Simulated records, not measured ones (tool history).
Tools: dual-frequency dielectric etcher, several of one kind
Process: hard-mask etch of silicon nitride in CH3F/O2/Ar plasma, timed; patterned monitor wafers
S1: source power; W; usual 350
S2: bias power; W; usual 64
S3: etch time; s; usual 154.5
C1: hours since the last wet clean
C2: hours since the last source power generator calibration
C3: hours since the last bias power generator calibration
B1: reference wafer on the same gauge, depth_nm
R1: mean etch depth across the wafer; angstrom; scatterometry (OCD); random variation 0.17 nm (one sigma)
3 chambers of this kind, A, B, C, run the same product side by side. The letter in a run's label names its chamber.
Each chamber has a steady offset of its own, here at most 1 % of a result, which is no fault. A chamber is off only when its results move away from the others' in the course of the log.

run	hour	S1	S2	S3	C1	C2	C3	B1	R1
1B	14.1	350	64	154.5	310.5	354.8	3872.5	90.783	996.36
2C	21.6	350	64	154.5	186.4	1226.2	128.8	90.804	997.72
3A	36.6	350	64	154.5	204.8	518.1	866.9	90.820	988.93
4A	51.4	350	64	154.5	219.6	532.9	881.7	90.857	992.03
5B	65.2	350	64	154.5	361.6	405.9	3923.6	90.853	995.37
6C	77.8	350	64	154.5	242.6	1282.4	185.0	90.861	997.34
7C	89.1	350	64	154.5	253.9	1293.7	196.3	90.903	996.92
8B	101.8	350	64	154.5	398.2	442.5	3960.2	90.907	994.38
9A	110.3	350	64	154.5	278.5	591.8	940.6	90.921	990.79
10B	119.0	350	64	154.5	415.4	459.7	3977.4	90.980	997.28
11A	135.0	400	64	179.5	303.2	616.5	965.3	90.996	1213.90
12C	151.3	400	64	179.5	316.1	1355.9	258.5	90.948	1218.00
13A	161.9	400	64	179.5	330.1	643.4	992.2	91.011	1210.40
14B	172.2	350	64	154.5	468.6	512.9	4030.6	91.012	998.09
# hour 172.4: chamber C: wet clean of the chamber
15C	186.4	350	64	154.5	14.1	1391.0	293.6	91.034	999.16
16C	197.5	350	64	154.5	25.2	1402.1	304.7	91.056	996.20
17B	213.7	350	64	154.5	510.1	554.4	4072.1	91.070	994.15
18A	224.7	350	64	137.0	392.9	706.2	1055.0	91.057	877.28
19C	232.2	350	64	137.0	59.9	1436.8	339.4	91.045	887.81
20B	248.3	350	64	137.0	544.7	589.0	4106.7	91.090	881.81
21A	263.7	350	64	154.5	431.9	745.2	1094.0	91.089	995.80
22B	278.6	350	64	187.5	575.0	619.3	4137.0	91.141	1213.50
23C	289.0	350	64	187.5	116.7	1493.6	396.2	91.130	1214.20
# hour 295.0: chamber B: wet clean of the chamber
24A	296.9	350	64	187.5	465.1	778.4	1127.2	91.164	1206.20
25A	309.7	350	64	154.5	477.9	791.2	1140.0	91.159	995.27
26C	320.2	350	64	154.5	147.9	1524.8	427.4	91.139	997.36
# hour 330.3: chamber A: wet clean of the chamber
27B	336.5	350	64	154.5	41.6	677.2	4194.9	91.187	1001.90
28C	349.5	350	64	154.5	177.2	1554.1	456.7	91.209	997.65
29A	360.5	350	78	154.5	30.2	842.0	1190.8	91.217	1064.20
30B	375.7	350	78	154.5	80.8	716.4	4234.1	91.226	1072.20
31A	383.5	350	78	154.5	53.2	865.0	1213.8	91.249	1065.00
32C	397.2	350	64	154.5	224.9	1601.8	504.4	91.221	999.54
33B	409.1	350	77	154.5	114.2	749.8	4267.5	91.258	1062.10
34C	420.9	350	77	154.5	248.6	1625.5	528.1	91.327	1066.60
35A	432.0	350	77	154.5	101.7	913.5	1262.3	91.274	1060.90
36B	446.4	350	64	154.5	151.5	787.1	4304.8	91.319	1004.80
37C	455.5	350	74	110.5	283.2	1660.1	562.7	91.290	752.70
38B	464.8	350	74	110.5	169.9	805.5	4323.2	91.349	751.49
39A	473.4	350	74	110.5	143.1	954.9	1303.7	91.338	748.37
# hour 482.2: chamber C: wet clean of the chamber
40A	486.1	350	64	154.5	155.8	967.6	1316.4	91.344	995.73
41B	502.6	350	64	154.5	207.7	843.3	4361.0	91.396	999.21
42C	518.6	350	64	154.5	36.4	1723.2	625.8	91.348	1003.40
43C	534.0	350	64	154.5	51.8	1738.6	641.2	91.423	1002.30

All 3 chambers run these settings next. Forecast each chamber's results:
44A	545.9	350	64	154.5					?
44B	545.9	350	64	154.5					?
44C	545.9	350	64	154.5					?

run	R1
44A	997.18
44B	1002.00
44C	1003.80
